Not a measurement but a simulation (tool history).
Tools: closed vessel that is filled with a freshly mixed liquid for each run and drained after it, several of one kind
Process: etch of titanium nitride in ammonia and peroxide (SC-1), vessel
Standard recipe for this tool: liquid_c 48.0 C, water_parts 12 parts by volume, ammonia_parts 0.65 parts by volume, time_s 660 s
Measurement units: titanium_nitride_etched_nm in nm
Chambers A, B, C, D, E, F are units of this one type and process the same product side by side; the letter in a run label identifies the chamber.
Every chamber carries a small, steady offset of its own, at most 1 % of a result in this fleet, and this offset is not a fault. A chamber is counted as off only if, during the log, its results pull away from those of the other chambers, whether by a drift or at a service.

run	day	liquid_c	water_parts	ammonia_parts	time_s	hours since the thermometer was replaced	hours since the ammonia flow meter was replaced	hours since the drum of ammonia solution was connected	read-back film thickness of the titanium nitride reference wafer, read on the same gauge (nm)	titanium_nitride_etched_nm
# day 0.350: chamber C: thermometer replaced
1C	0.442	48.0	12	0.65	660	2.2	909.7	45.3	150.02	20.747
2B	0.779	48.0	12	0.65	660	280.7	1070.1	414.2	149.97	20.549
3F	1.283	48.0	12	0.65	660	378.0	500.4	188.5	149.96	20.421
4A	1.767	48.0	12	0.65	660	1509.6	1635.1	512.2	150.03	20.592
5E	2.254	44.5	12	0.90	660	1253.7	137.5	200.9	149.97	16.740
# day 2.288: chamber F: new drum of ammonia solution connected
# day 2.617: chamber F: ammonia flow meter replaced
6D	2.821	44.5	12	0.90	660	218.5	346.6	258.0	150.00	17.052
# day 2.900: chamber E: thermometer replaced
7B	3.342	44.5	12	0.90	660	342.2	1131.6	475.7	149.99	16.899
8E	3.625	44.5	12	0.90	660	17.5	170.4	233.8	149.99	16.911
9F	3.904	44.5	12	0.90	660	440.9	30.9	38.9	149.96	16.977
10D	4.171	44.5	12	0.90	660	250.9	379.0	290.4	149.99	16.981
11C	4.542	48.0	12	0.65	660	100.6	1008.1	143.7	150.00	20.756
12A	4.842	48.0	12	0.65	660	1583.4	1708.9	586.0	150.02	20.327
# day 4.921: chamber C: ammonia flow meter replaced
# day 5.046: chamber B: new drum of ammonia solution connected
13B	5.150	56.5	12	0.65	660	385.6	1175.0	2.5	149.99	37.144
14E	5.538	56.5	12	0.65	660	63.4	216.3	279.7	150.02	36.689
15F	5.917	56.5	12	0.65	660	489.2	79.2	87.2	149.99	36.595
# day 6.058: chamber A: new drum of ammonia solution connected
16C	6.388	56.5	12	0.65	660	144.9	35.3	188.0	149.98	37.543
17D	6.754	56.5	12	0.65	660	312.9	441.0	352.4	149.97	36.766
18A	7.012	56.5	12	0.65	660	1635.5	1761.0	23.0	150.01	36.523
19C	7.562	48.0	12	0.65	660	173.1	63.5	216.2	149.99	20.678
20F	8.092	48.0	12	0.65	660	541.4	131.4	139.4	150.01	20.547
21E	8.404	48.0	12	0.65	660	132.2	285.1	348.5	150.01	20.521
22A	8.796	48.0	12	0.65	660	1678.3	1803.8	65.8	149.99	20.531
23B	9.242	40.0	12	0.65	660	483.8	1273.2	100.7	150.02	11.521
24D	9.579	40.0	12	0.65	660	380.7	508.8	420.2	149.99	11.432
# day 9.708: chamber B: thermometer replaced
25C	9.996	40.0	12	0.65	660	231.5	121.9	274.6	149.97	11.592
26F	10.408	40.0	12	0.65	660	597.0	187.0	195.0	149.99	11.491
27A	10.850	40.0	12	0.65	660	1727.6	1853.1	115.1	150.01	11.536
28E	11.217	40.0	12	0.65	660	199.7	352.6	416.0	150.01	11.546
# day 11.454: chamber F: new drum of ammonia solution connected
29B	11.562	48.0	12	0.65	660	44.6	1328.9	156.4	150.03	20.566
30D	12.096	48.0	12	0.65	660	441.1	569.2	480.6	149.99	20.411
31A	12.354	48.0	12	0.65	660	1763.7	1889.2	151.2	149.99	20.497
32C	12.771	48.0	12	0.65	660	298.1	188.5	341.2	149.99	20.738
33B	13.092	48.0	12	0.65	660	81.3	1365.6	193.1	150.06	20.712
34D	13.592	48.0	12	0.65	660	477.0	605.1	516.5	150.00	20.217
35F	14.017	48.0	12	0.65	660	683.6	273.6	61.5	149.97	20.460
36E	14.425	53.5	12	0.45	660	276.7	429.6	493.0	149.98	28.162
37A	14.692	53.5	12	0.45	660	1819.8	1945.3	207.3	150.01	28.004
38D	15.208	53.5	12	0.45	660	515.8	643.9	555.3	149.94	27.578
39C	15.488	53.5	12	0.45	660	363.3	253.7	406.4	149.96	28.513

Decide between three cases: one chamber stands off from its peers, the gauge reading all wafers drifts, or nothing is wrong past each chamber's small offset. Where a chamber is off, say which and what most likely put it there.

It is chamber D that slowly wanders off from its peers.
Likeliest cause: ammonia solution weaker than its label (%) = 11.6.
The log may not separate it from: liquid colder than its thermometer reads (K); ammonia flow below the setpoint (%).

Here are 4 candidates for chamber D's next run, each the usual settings with a change, their results left as question marks. Which one brings its results back in line with what the others give on the usual settings?
A result is in line if it is within this distance of the other chambers' mean on the usual settings: titanium_nitride_etched_nm 0.290 nm
40D-1	15.900	48.5	12.0	0.65	670					?
40D-2	15.900	47.5	12.0	0.65	650					?
40D-3	15.900	48.0	11.5	0.65	660					?
40D-4	15.900	48.0	12.0	0.65	645					?

Usual-settings mean across the other chambers: titanium_nitride_etched_nm 20.552 nm
run	titanium_nitride_etched_nm
40D-1	21.166
40D-2	19.136
40D-3	20.589
40D-4	19.671
The answer is 40D-3, which returns the chamber to within the allowed miss of the others.
